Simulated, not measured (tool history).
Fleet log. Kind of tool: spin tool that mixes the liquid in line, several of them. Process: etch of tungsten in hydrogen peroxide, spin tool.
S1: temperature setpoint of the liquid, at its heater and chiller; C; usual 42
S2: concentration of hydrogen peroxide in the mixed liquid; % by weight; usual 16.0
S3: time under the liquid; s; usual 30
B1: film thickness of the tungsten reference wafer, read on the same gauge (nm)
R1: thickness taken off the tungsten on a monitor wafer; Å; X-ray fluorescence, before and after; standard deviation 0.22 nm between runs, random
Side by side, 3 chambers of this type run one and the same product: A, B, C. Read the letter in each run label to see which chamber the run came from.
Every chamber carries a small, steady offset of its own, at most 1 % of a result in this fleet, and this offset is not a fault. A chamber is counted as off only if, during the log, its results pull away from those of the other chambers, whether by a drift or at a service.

Run 1C, hour 7.9: usual settings; B1 100.000. Result: R1 223.58 Å.
Run 2A, hour 13.0: usual settings; B1 100.020. Result: R1 226.68 Å.
Run 3B, hour 20.4: usual settings; B1 99.966. Result: R1 225.00 Å.
Run 4B, hour 27.7: usual settings; B1 99.985. Result: R1 227.11 Å.
Run 5A, hour 34.2: usual settings; B1 99.998. Result: R1 218.56 Å.
At hour 36.5: chamber B: heated supply line repaired.
Run 6C, hour 43.4: usual settings; B1 99.986. Result: R1 224.70 Å.
Run 7C, hour 48.9: usual settings; B1 99.986. Result: R1 224.81 Å.
Run 8A, hour 56.6: usual settings; B1 99.996. Result: R1 222.42 Å.
Run 9B, hour 62.5: usual settings; B1 100.010. Result: R1 223.22 Å.
Run 10A, hour 66.7: usual settings but S1 33 C, S2 19.0 % by weight; B1 99.977. Result: R1 133.31 Å.
At hour 69.6: chamber A: thermometer replaced.
Run 11C, hour 71.1: usual settings but S1 33 C, S2 19.0 % by weight; B1 99.985. Result: R1 131.42 Å.
Run 12B, hour 77.6: usual settings but S1 33 C, S2 19.0 % by weight; B1 100.010. Result: R1 134.69 Å.
Run 13C, hour 82.6: usual settings; B1 99.973. Result: R1 222.88 Å.
Run 14A, hour 87.4: usual settings; B1 99.995. Result: R1 219.86 Å.
Run 15B, hour 92.4: usual settings; B1 100.030. Result: R1 223.94 Å.
Run 16B, hour 98.2: usual settings; B1 100.000. Result: R1 220.91 Å.
Run 17C, hour 104.0: usual settings; B1 100.010. Result: R1 224.14 Å.
Run 18A, hour 108.7: usual settings; B1 99.985. Result: R1 221.39 Å.
Run 19C, hour 116.2: usual settings; B1 99.982. Result: R1 221.50 Å.
Run 20A, hour 121.4: usual settings; B1 99.993. Result: R1 213.68 Å.
Run 21B, hour 126.7: usual settings; B1 99.995. Result: R1 221.08 Å.
Run 22C, hour 131.7: usual settings; B1 99.983. Result: R1 223.82 Å.
Run 23B, hour 135.8: usual settings; B1 99.994. Result: R1 222.42 Å.
Run 24A, hour 144.6: usual settings; B1 100.010. Result: R1 218.06 Å.
Run 25A, hour 150.2: usual settings; B1 100.000. Result: R1 212.88 Å.
Run 26B, hour 156.9: usual settings; B1 100.010. Result: R1 222.08 Å.
At hour 158.7: chamber A: peroxide flow meter replaced.
Run 27C, hour 162.1: usual settings but S2 18.5 % by weight; B1 100.010. Result: R1 237.24 Å.
Run 28C, hour 167.0: usual settings but S2 18.5 % by weight; B1 99.973. Result: R1 237.01 Å.
Run 29B, hour 171.9: usual settings but S2 18.5 % by weight; B1 100.000. Result: R1 240.75 Å.
Run 30A, hour 179.2: usual settings; B1 100.030. Result: R1 209.65 Å.
Run 31B, hour 183.3: usual settings; B1 100.010. Result: R1 226.90 Å.
Run 32C, hour 188.8: usual settings; B1 99.978. Result: R1 220.01 Å.
Run 33A, hour 193.8: usual settings; B1 100.030. Result: R1 205.82 Å.
Run 34B, hour 201.0: usual settings; B1 100.000. Result: R1 224.64 Å.
Run 35A, hour 206.7: usual settings; B1 99.990. Result: R1 204.43 Å.
Run 36C, hour 211.9: usual settings; B1 99.991. Result: R1 220.41 Å.

Next, all 3 chambers run the settings below, one line each with question marks for the results. What does each chamber give?
Run 37A, hour 218.5: usual settings. Result: R1 ?.
Run 37B, hour 218.5: usual settings. Result: R1 ?.
Run 37C, hour 218.5: usual settings. Result: R1 ?.

run      R1
37A  202.79
37B  225.37
37C  224.07

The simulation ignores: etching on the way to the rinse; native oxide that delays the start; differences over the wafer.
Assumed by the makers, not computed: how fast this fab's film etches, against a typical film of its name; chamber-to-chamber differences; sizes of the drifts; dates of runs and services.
